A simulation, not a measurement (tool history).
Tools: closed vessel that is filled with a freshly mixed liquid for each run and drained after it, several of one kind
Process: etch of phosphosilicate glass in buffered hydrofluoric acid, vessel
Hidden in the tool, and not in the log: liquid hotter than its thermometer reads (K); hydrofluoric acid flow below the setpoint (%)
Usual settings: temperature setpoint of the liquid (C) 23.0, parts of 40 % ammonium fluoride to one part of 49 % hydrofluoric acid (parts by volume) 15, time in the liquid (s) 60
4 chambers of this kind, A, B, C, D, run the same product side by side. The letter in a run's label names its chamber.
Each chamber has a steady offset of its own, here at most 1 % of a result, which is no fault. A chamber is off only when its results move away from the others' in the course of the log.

run	hour	temperature setpoint of the liquid (C)	parts of 40 % ammonium fluoride to one part of 49 % hydrofluoric acid (parts by volume)	time in the liquid (s)	hours since the thermometer was replaced	hours since the hydrofluoric acid flow meter was replaced	read-back film thickness of the phosphosilicate glass reference wafer, read on the same gauge (nm)	thickness taken off the phosphosilicate glass on a monitor wafer (nm)
1D	5.9	23.0	15	60	2845.1	581.5	50.010	115.500
2A	15.1	23.0	15	60	1078.4	411.8	50.011	117.630
3B	19.7	23.0	15	60	508.8	60.7	49.995	116.850
4C	26.6	23.0	15	60	313.2	750.9	50.004	115.900
5B	32.6	23.0	15	60	521.7	73.6	49.987	117.000
6A	39.3	23.0	15	60	1102.6	436.0	49.964	116.920
7D	44.2	23.0	17	40	2883.4	619.8	49.982	67.024
8C	49.9	23.0	17	40	336.5	774.2	50.019	68.706
9C	54.4	23.0	17	40	341.0	778.7	49.970	69.059
10A	62.6	23.0	17	40	1125.9	459.3	50.005	70.397
11B	69.0	23.0	15	60	558.1	110.0	49.984	115.890
12D	76.0	23.0	15	60	2915.2	651.6	49.968	114.030
13C	81.6	23.0	15	60	368.2	805.9	49.982	116.620
14B	90.6	23.0	15	60	579.7	131.6	50.043	116.990
15A	95.3	27.0	15	60	1158.6	492.0	49.986	149.360
16D	103.8	27.0	15	60	2943.0	679.4	49.992	142.260
17D	111.4	27.0	15	60	2950.6	687.0	50.055	141.880
# hour 113.4: chamber D: thermometer replaced
18C	116.6	27.0	15	60	403.2	840.9	50.044	146.890
19B	124.8	23.0	15	60	613.9	165.8	50.005	117.090
20A	129.3	23.0	15	60	1192.6	526.0	49.984	121.020
21A	134.7	23.0	15	60	1198.0	531.4	49.959	120.140
22D	143.4	23.0	15	60	30.1	719.0	49.982	115.540
23C	150.4	18.5	15	30	437.0	874.7	49.970	46.143
24B	158.9	18.5	15	30	648.0	199.9	50.006	44.781
25D	165.4	18.5	15	30	52.1	741.0	49.972	45.151
# hour 169.2: chamber A: hydrofluoric acid flow meter replaced
26A	173.6	18.5	15	30	1236.9	4.5	49.973	48.423
27B	179.0	23.0	15	60	668.1	220.0	50.013	115.930
28C	186.4	23.0	15	60	473.0	910.7	49.987	117.910
29B	194.8	23.0	15	60	683.9	235.8	50.005	115.910
30C	199.3	23.0	15	60	485.9	923.6	50.025	117.540
31A	207.5	23.0	20	60	1270.8	38.4	50.044	95.630
32D	213.3	23.0	20	60	100.0	788.9	49.987	87.527

All 4 chambers run these settings next. Forecast each chamber's results:
33A	220.1	23.0	15	60				?
33B	220.1	23.0	15	60				?
33C	220.1	23.0	15	60				?
33D	220.1	23.0	15	60				?

run	thickness taken off the phosphosilicate glass on a monitor wafer (nm)
33A	130.280
33B	117.330
33C	115.430
33D	116.400

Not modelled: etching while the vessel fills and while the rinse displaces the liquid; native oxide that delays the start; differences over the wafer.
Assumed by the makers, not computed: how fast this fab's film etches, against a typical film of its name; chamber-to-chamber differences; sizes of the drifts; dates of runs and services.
